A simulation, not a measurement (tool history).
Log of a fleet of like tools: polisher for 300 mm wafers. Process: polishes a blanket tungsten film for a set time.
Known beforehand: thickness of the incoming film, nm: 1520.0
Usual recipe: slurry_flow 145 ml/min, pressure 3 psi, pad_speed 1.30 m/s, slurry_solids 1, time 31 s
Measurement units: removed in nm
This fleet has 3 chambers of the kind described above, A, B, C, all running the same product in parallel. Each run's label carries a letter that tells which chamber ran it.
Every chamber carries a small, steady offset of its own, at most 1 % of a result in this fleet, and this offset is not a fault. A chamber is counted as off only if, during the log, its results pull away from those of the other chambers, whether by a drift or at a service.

Run 1B, hour 2.1: usual settings. Result: removed 170.94 nm.
At hour 3.4: chamber A: worn pad replaced by a new one.
Run 2A, hour 4.4: usual settings. Result: removed 170.77 nm.
Run 3C, hour 8.2: usual settings. Result: removed 173.22 nm.
Run 4A, hour 10.4: usual settings. Result: removed 172.98 nm.
At hour 11.5: chamber C: slurry tank refilled with fresh slurry and peroxide.
Run 5B, hour 13.0: usual settings. Result: removed 173.70 nm.
Run 6C, hour 17.8: usual settings. Result: removed 171.47 nm.
Run 7C, hour 20.3: usual settings. Result: removed 173.74 nm.
Run 8B, hour 22.9: usual settings. Result: removed 171.16 nm.
At hour 23.7: chamber B: worn pad replaced by a new one.
At hour 24.4: chamber C: worn pad replaced by a new one.
At hour 24.6: chamber B: slurry nozzle cleaned.
Run 9A, hour 27.3: usual settings. Result: removed 170.13 nm.
Run 10B, hour 30.8: usual settings. Result: removed 171.57 nm.
At hour 31.4: chamber B: slurry tank refilled with fresh slurry and peroxide.
Run 11C, hour 34.4: usual settings. Result: removed 173.61 nm.
Run 12A, hour 37.3: usual settings. Result: removed 173.12 nm.
Run 13C, hour 41.8: usual settings. Result: removed 174.68 nm.
Run 14A, hour 44.4: usual settings. Result: removed 172.72 nm.
Run 15B, hour 49.1: usual settings. Result: removed 171.82 nm.
Run 16A, hour 52.9: usual settings. Result: removed 170.02 nm.
At hour 54.7: chamber A: slurry blender recalibrated.
At hour 54.8: chamber C: slurry tank refilled with fresh slurry and peroxide.
Run 17B, hour 57.2: usual settings. Result: removed 169.78 nm.
Run 18C, hour 59.8: usual settings but time 38 s. Result: removed 213.06 nm.
At hour 59.9: chamber C: worn pad replaced by a new one.
Run 19C, hour 63.3: usual settings but time 38 s. Result: removed 214.60 nm.
Run 20A, hour 65.9: usual settings but time 38 s. Result: removed 205.57 nm.
At hour 67.9: chamber A: worn pad replaced by a new one.
Run 21B, hour 68.2: usual settings. Result: removed 170.71 nm.
Run 22C, hour 71.2: usual settings. Result: removed 174.41 nm.
Run 23A, hour 73.5: usual settings but pad_speed 1.14 m/s. Result: removed 145.72 nm.
At hour 73.8: chamber B: slurry tank refilled with fresh slurry and peroxide.
Run 24B, hour 78.2: usual settings but pad_speed 1.14 m/s. Result: removed 150.09 nm.
Run 25C, hour 82.6: usual settings but pad_speed 1.14 m/s. Result: removed 153.86 nm.
Run 26B, hour 84.7: usual settings. Result: removed 172.50 nm.
Run 27A, hour 88.9: usual settings. Result: removed 163.61 nm.
Run 28B, hour 91.8: usual settings but pad_speed 1.12 m/s. Result: removed 147.04 nm.
At hour 94.6: chamber C: worn pad replaced by a new one.
Run 29A, hour 95.6: usual settings but pad_speed 1.12 m/s. Result: removed 139.10 nm.
Run 30C, hour 99.5: usual settings but pad_speed 1.12 m/s. Result: removed 149.85 nm.
Run 31C, hour 101.6: usual settings. Result: removed 173.20 nm.
Run 32A, hour 104.4: usual settings. Result: removed 162.67 nm.
Run 33B, hour 106.9: usual settings. Result: removed 172.23 nm.

Does one chamber stand apart from the rest, does the shared gauge drift, or is all well apart from small per-chamber offsets? Give the chamber and the most likely cause, where there is one.

It is chamber A that slowly wanders off from its peers.
Likeliest cause: peroxide lost from the slurry, % = 18.2.
Not necessarily distinguishable in this log from: slurry flow missing at the pad, %; head's pressure below its setpoint, %.

Chamber A could run next with any of the 4 candidate recipes listed below; each alters the usual settings, and their results appear as question marks. Which one brings its results back in line with what the other chambers deliver on the usual settings?
Maximum distance from the other chambers' mean on the usual settings for a result to count as in line: removed 4.20 nm
Run 34A-1, hour 110.4: usual settings but pressure 2.9 psi, pad_speed 1.28 m/s, time 30 s. Result: removed ?.
Run 34A-2, hour 110.4: usual settings but pad_speed 1.28 m/s, time 30 s. Result: removed ?.
Run 34A-3, hour 110.4: usual settings but pressure 3.1 psi, pad_speed 1.32 m/s. Result: removed ?.
Run 34A-4, hour 110.4: usual settings but time 34 s. Result: removed ?.

The mean the other chambers reach with the usual settings: removed 172.97 nm
  run  removed
34A-1   146.43
34A-2   151.47
34A-3   166.85
34A-4   174.38
34A-4 is the one that brings the chamber's results back in line with the other chambers.

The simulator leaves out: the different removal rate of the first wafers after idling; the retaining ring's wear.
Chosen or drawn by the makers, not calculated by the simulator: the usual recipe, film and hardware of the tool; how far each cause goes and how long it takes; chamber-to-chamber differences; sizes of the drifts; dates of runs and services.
